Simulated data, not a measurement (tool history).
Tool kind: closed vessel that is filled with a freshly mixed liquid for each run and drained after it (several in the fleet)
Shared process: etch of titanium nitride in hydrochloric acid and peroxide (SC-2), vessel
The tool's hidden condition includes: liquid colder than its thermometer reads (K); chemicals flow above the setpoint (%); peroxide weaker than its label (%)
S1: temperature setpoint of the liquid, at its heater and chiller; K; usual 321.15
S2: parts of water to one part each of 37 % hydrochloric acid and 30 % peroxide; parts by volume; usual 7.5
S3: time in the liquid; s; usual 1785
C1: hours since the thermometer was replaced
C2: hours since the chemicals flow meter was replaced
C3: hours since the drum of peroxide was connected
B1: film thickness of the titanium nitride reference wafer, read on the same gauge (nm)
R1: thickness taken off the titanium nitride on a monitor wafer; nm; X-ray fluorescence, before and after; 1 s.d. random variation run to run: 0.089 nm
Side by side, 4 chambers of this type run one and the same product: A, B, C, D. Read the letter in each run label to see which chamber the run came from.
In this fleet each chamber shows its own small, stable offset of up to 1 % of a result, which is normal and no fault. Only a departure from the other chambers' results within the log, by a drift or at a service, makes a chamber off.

run	hour	S1	S2	S3	C1	C2	C3	B1	R1
1D	6.5	321.15	7.5	1785	2603.8	318.9	1283.8	70.007	27.208
2C	11.8	321.15	7.5	1785	1379.5	615.7	304.6	69.999	27.375
3B	19.0	321.15	7.5	1785	1041.7	1415.0	975.4	69.986	27.051
# hour 23.9: chamber D: new drum of peroxide connected
4A	24.7	321.15	7.5	1785	134.6	912.7	451.0	69.997	27.344
5D	33.9	321.15	7.5	1785	2631.2	346.3	10.1	69.981	27.365
# hour 38.4: chamber A: new drum of peroxide connected
6B	40.5	321.15	7.5	1785	1063.2	1436.5	996.9	70.018	27.134
7A	51.0	321.15	7.5	2815	160.9	939.0	12.7	70.017	43.354
8C	60.4	321.15	7.5	2815	1428.1	664.3	353.2	69.988	42.967
9B	67.2	321.15	7.5	2815	1089.9	1463.2	1023.6	69.992	42.880
10D	72.7	321.15	7.5	2815	2670.0	385.1	48.9	70.020	42.849
11A	80.6	321.15	7.5	1785	190.5	968.6	42.3	70.020	27.549
12C	89.0	326.15	7.5	2795	1456.7	692.9	381.8	69.993	60.003
13B	96.2	326.15	7.5	2795	1118.9	1492.2	1052.6	70.024	59.657
14A	104.6	326.15	7.5	2795	214.5	992.6	66.3	70.035	59.445
15C	114.6	326.15	7.5	2795	1482.3	718.5	407.4	70.016	59.750
16D	125.1	321.15	7.5	1785	2722.4	437.5	101.3	69.993	27.269
17A	133.7	321.15	7.5	1785	243.6	1021.7	95.4	69.972	27.532
18C	140.2	321.15	7.5	1785	1507.9	744.1	433.0	69.984	27.313
19B	149.2	321.15	7.5	1785	1171.9	1545.2	1105.6	69.978	27.092
20D	154.1	321.15	7.5	1785	2751.4	466.5	130.3	70.010	27.349
21D	161.7	321.15	7.5	1785	2759.0	474.1	137.9	69.996	27.258
22A	166.5	321.15	6.5	2795	276.4	1054.5	128.2	70.007	47.975
23C	172.5	321.15	6.5	2795	1540.2	776.4	465.3	69.992	47.721
24B	177.5	321.15	6.5	2795	1200.2	1573.5	1133.9	70.029	47.358
25D	185.5	321.15	6.5	2795	2782.8	497.9	161.7	70.006	48.039
# hour 189.7: chamber D: thermometer replaced
26A	191.9	321.15	7.5	1785	301.8	1079.9	153.6	69.982	27.340
27B	198.0	321.15	7.5	1785	1220.7	1594.0	1154.4	70.010	27.263
28C	206.5	321.15	7.5	1785	1574.2	810.4	499.3	69.994	27.240
29D	217.3	321.15	7.5	1785	27.6	529.7	193.5	69.992	27.292
30C	227.7	321.15	7.5	1785	1595.4	831.6	520.5	70.005	27.406
31B	233.6	321.15	7.5	1785	1256.3	1629.6	1190.0	69.999	27.193

Each of the 4 chambers runs these same settings next. Fill in every chamber's results:
32A	241.4	321.15	10.5	1785					?
32B	241.4	321.15	10.5	1785					?
32C	241.4	321.15	10.5	1785					?
32D	241.4	321.15	10.5	1785					?

run	R1
32A	20.935
32B	20.578
32C	20.640
32D	20.716
